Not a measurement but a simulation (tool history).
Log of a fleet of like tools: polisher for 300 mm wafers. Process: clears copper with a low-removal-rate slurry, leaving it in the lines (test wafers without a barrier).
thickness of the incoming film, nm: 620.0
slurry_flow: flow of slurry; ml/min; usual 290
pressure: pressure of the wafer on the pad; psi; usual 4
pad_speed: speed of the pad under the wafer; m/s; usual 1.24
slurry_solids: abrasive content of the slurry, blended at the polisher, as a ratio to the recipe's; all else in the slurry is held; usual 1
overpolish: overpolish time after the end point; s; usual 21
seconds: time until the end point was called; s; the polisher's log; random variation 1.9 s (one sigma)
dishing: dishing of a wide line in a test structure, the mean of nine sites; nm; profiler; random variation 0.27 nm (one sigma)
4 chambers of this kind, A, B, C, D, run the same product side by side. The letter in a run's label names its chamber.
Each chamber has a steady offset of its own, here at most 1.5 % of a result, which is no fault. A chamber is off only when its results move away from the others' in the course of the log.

{"run": "1C", "hour": 7.0, "slurry_flow": 290, "pressure": 4, "pad_speed": 1.24, "slurry_solids": 1, "overpolish": 21, "seconds": 120.71, "dishing": 24.852}
{"run": "2A", "hour": 17.9, "slurry_flow": 290, "pressure": 4, "pad_speed": 1.24, "slurry_solids": 1, "overpolish": 21, "seconds": 121.83, "dishing": 24.856}
{"run": "3B", "hour": 26.2, "slurry_flow": 290, "pressure": 4, "pad_speed": 1.24, "slurry_solids": 1, "overpolish": 21, "seconds": 122.3, "dishing": 25.337}
{"run": "4D", "hour": 33.6, "slurry_flow": 290, "pressure": 4, "pad_speed": 1.24, "slurry_solids": 1, "overpolish": 21, "seconds": 120.86, "dishing": 24.669}
{"hour": 35.8, "done": "chamber C: slurry blender recalibrated"}
{"run": "5B", "hour": 45.2, "slurry_flow": 290, "pressure": 4, "pad_speed": 1.24, "slurry_solids": 1, "overpolish": 21, "seconds": 119.16, "dishing": 24.869}
{"hour": 53.4, "done": "chamber D: head pressure recalibrated"}
{"run": "6D", "hour": 56.5, "slurry_flow": 290, "pressure": 3, "pad_speed": 1.24, "slurry_solids": 1, "overpolish": 21, "seconds": 162.57, "dishing": 23.286}
{"hour": 58.7, "done": "chamber D: worn pad replaced by a new one"}
{"run": "7A", "hour": 62.8, "slurry_flow": 290, "pressure": 3, "pad_speed": 1.24, "slurry_solids": 1, "overpolish": 21, "seconds": 165.34, "dishing": 22.969}
{"hour": 63.9, "done": "chamber B: worn pad replaced by a new one"}
{"run": "8C", "hour": 74.1, "slurry_flow": 290, "pressure": 3, "pad_speed": 1.24, "slurry_solids": 1, "overpolish": 21, "seconds": 160.96, "dishing": 23.31}
{"run": "9B", "hour": 82.9, "slurry_flow": 290, "pressure": 3, "pad_speed": 1.24, "slurry_solids": 1, "overpolish": 21, "seconds": 162.79, "dishing": 23.288}
{"run": "10A", "hour": 91.3, "slurry_flow": 290, "pressure": 4, "pad_speed": 1.24, "slurry_solids": 1, "overpolish": 21, "seconds": 122.29, "dishing": 24.37}
{"run": "11C", "hour": 98.1, "slurry_flow": 290, "pressure": 4, "pad_speed": 1.24, "slurry_solids": 1.15, "overpolish": 9, "seconds": 121.54, "dishing": 19.757}
{"run": "12D", "hour": 105.9, "slurry_flow": 290, "pressure": 4, "pad_speed": 1.24, "slurry_solids": 1.15, "overpolish": 9, "seconds": 120.7, "dishing": 20.049}
{"run": "13B", "hour": 112.8, "slurry_flow": 290, "pressure": 4, "pad_speed": 1.24, "slurry_solids": 1.15, "overpolish": 9, "seconds": 121.15, "dishing": 20.02}
{"hour": 119.3, "done": "chamber A: worn pad replaced by a new one"}
{"run": "14A", "hour": 126.0, "slurry_flow": 290, "pressure": 4, "pad_speed": 1.24, "slurry_solids": 1.15, "overpolish": 9, "seconds": 117.59, "dishing": 19.852}
{"hour": 130.2, "done": "chamber D: slurry blender recalibrated"}
{"hour": 131.4, "done": "chamber A: slurry nozzle cleaned"}
{"run": "15C", "hour": 135.5, "slurry_flow": 290, "pressure": 4, "pad_speed": 1.24, "slurry_solids": 1, "overpolish": 21, "seconds": 126.32, "dishing": 24.929}
{"run": "16D", "hour": 147.0, "slurry_flow": 290, "pressure": 4, "pad_speed": 1.24, "slurry_solids": 1, "overpolish": 21, "seconds": 119.47, "dishing": 24.914}
{"run": "17C", "hour": 156.9, "slurry_flow": 290, "pressure": 4, "pad_speed": 1.24, "slurry_solids": 1, "overpolish": 21, "seconds": 128.3, "dishing": 25.099}
{"run": "18D", "hour": 165.2, "slurry_flow": 290, "pressure": 4, "pad_speed": 1.24, "slurry_solids": 1, "overpolish": 21, "seconds": 123.18, "dishing": 24.496}
{"hour": 167.8, "done": "chamber D: slurry nozzle cleaned"}
{"hour": 173.8, "done": "chamber C: head pressure recalibrated"}
{"run": "19A", "hour": 174.3, "slurry_flow": 290, "pressure": 4, "pad_speed": 1.24, "slurry_solids": 1, "overpolish": 21, "seconds": 120.43, "dishing": 24.89}
{"run": "20B", "hour": 185.5, "slurry_flow": 290, "pressure": 4, "pad_speed": 1.24, "slurry_solids": 1, "overpolish": 21, "seconds": 124.31, "dishing": 25.371}
{"hour": 197.0, "done": "chamber B: worn pad replaced by a new one"}
{"run": "21D", "hour": 198.9, "slurry_flow": 290, "pressure": 4, "pad_speed": 1.24, "slurry_solids": 1, "overpolish": 21, "seconds": 122.66, "dishing": 24.7}
{"run": "22B", "hour": 206.0, "slurry_flow": 290, "pressure": 4, "pad_speed": 1.24, "slurry_solids": 1, "overpolish": 21, "seconds": 123.97, "dishing": 25.067}
{"hour": 208.2, "done": "chamber A: slurry blender recalibrated"}
{"run": "23A", "hour": 214.5, "slurry_flow": 290, "pressure": 4, "pad_speed": 1.24, "slurry_solids": 1, "overpolish": 28, "seconds": 120.52, "dishing": 26.02}
{"run": "24C", "hour": 224.2, "slurry_flow": 290, "pressure": 4, "pad_speed": 1.24, "slurry_solids": 1, "overpolish": 28, "seconds": 128.67, "dishing": 25.27}
{"run": "25D", "hour": 234.0, "slurry_flow": 290, "pressure": 4, "pad_speed": 1.24, "slurry_solids": 1, "overpolish": 28, "seconds": 123.06, "dishing": 25.838}
{"hour": 243.0, "done": "chamber B: head pressure recalibrated"}
{"run": "26C", "hour": 243.8, "slurry_flow": 290, "pressure": 4, "pad_speed": 1.24, "slurry_solids": 1, "overpolish": 28, "seconds": 131.18, "dishing": 25.295}
{"run": "27B", "hour": 255.2, "slurry_flow": 290, "pressure": 4, "pad_speed": 1.24, "slurry_solids": 1, "overpolish": 21, "seconds": 125.65, "dishing": 25.556}
{"run": "28A", "hour": 264.9, "slurry_flow": 290, "pressure": 4, "pad_speed": 1.24, "slurry_solids": 1, "overpolish": 21, "seconds": 124.3, "dishing": 25.311}
{"hour": 265.0, "done": "chamber D: worn pad replaced by a new one"}
{"run": "29D", "hour": 272.9, "slurry_flow": 290, "pressure": 4, "pad_speed": 1.24, "slurry_solids": 1, "overpolish": 21, "seconds": 120.99, "dishing": 24.27}
{"hour": 273.2, "done": "chamber A: head pressure recalibrated"}
{"run": "30B", "hour": 285.1, "slurry_flow": 290, "pressure": 3.1, "pad_speed": 1.24, "slurry_solids": 1, "overpolish": 21, "seconds": 160.06, "dishing": 23.533}
{"run": "31A", "hour": 292.6, "slurry_flow": 290, "pressure": 3.1, "pad_speed": 1.24, "slurry_solids": 1, "overpolish": 21, "seconds": 157.94, "dishing": 23.837}
{"hour": 301.6, "done": "chamber C: slurry blender recalibrated"}
{"run": "32C", "hour": 304.6, "slurry_flow": 290, "pressure": 3.1, "pad_speed": 1.24, "slurry_solids": 1, "overpolish": 21, "seconds": 163.82, "dishing": 23.287}
{"run": "33C", "hour": 313.7, "slurry_flow": 290, "pressure": 3.1, "pad_speed": 1.24, "slurry_solids": 1, "overpolish": 21, "seconds": 170.71, "dishing": 23.124}
{"run": "34B", "hour": 320.0, "slurry_flow": 290, "pressure": 4, "pad_speed": 1.24, "slurry_solids": 1, "overpolish": 21, "seconds": 123.73, "dishing": 25.196}
{"hour": 331.8, "done": "chamber B: worn pad replaced by a new one"}
{"run": "35A", "hour": 332.7, "slurry_flow": 290, "pressure": 4, "pad_speed": 0.84, "slurry_solids": 0.7, "overpolish": 21, "seconds": 198.27, "dishing": 22.109}
{"run": "36D", "hour": 344.5, "slurry_flow": 290, "pressure": 4, "pad_speed": 0.84, "slurry_solids": 0.7, "overpolish": 21, "seconds": 196.69, "dishing": 22.273}
{"hour": 348.0, "done": "chamber B: slurry blender recalibrated"}
{"run": "37B", "hour": 352.4, "slurry_flow": 290, "pressure": 4, "pad_speed": 0.84, "slurry_solids": 0.7, "overpolish": 21, "seconds": 189.24, "dishing": 22.687}
{"run": "38A", "hour": 363.2, "slurry_flow": 290, "pressure": 4, "pad_speed": 0.84, "slurry_solids": 0.7, "overpolish": 21, "seconds": 193.98, "dishing": 22.698}
{"run": "39C", "hour": 374.9, "slurry_flow": 290, "pressure": 4, "pad_speed": 1.24, "slurry_solids": 1, "overpolish": 21, "seconds": 130.37, "dishing": 24.494}
{"run": "40D", "hour": 384.9, "slurry_flow": 290, "pressure": 4, "pad_speed": 1.24, "slurry_solids": 1, "overpolish": 21, "seconds": 119.28, "dishing": 25.178}

All 4 chambers run these settings next. Forecast each chamber's results:
{"run": "41A", "hour": 394.6, "slurry_flow": 290, "pressure": 4, "pad_speed": 1.24, "slurry_solids": 1, "overpolish": 21, "seconds": "?", "dishing": "?"}
{"run": "41B", "hour": 394.6, "slurry_flow": 290, "pressure": 4, "pad_speed": 1.24, "slurry_solids": 1, "overpolish": 21, "seconds": "?", "dishing": "?"}
{"run": "41C", "hour": 394.6, "slurry_flow": 290, "pressure": 4, "pad_speed": 1.24, "slurry_solids": 1, "overpolish": 21, "seconds": "?", "dishing": "?"}
{"run": "41D", "hour": 394.6, "slurry_flow": 290, "pressure": 4, "pad_speed": 1.24, "slurry_solids": 1, "overpolish": 21, "seconds": "?", "dishing": "?"}

run=41A seconds=124.79 dishing=25.127
run=41B seconds=122.11 dishing=25.41
run=41C seconds=135.86 dishing=24.589
run=41D seconds=124.19 dishing=24.682
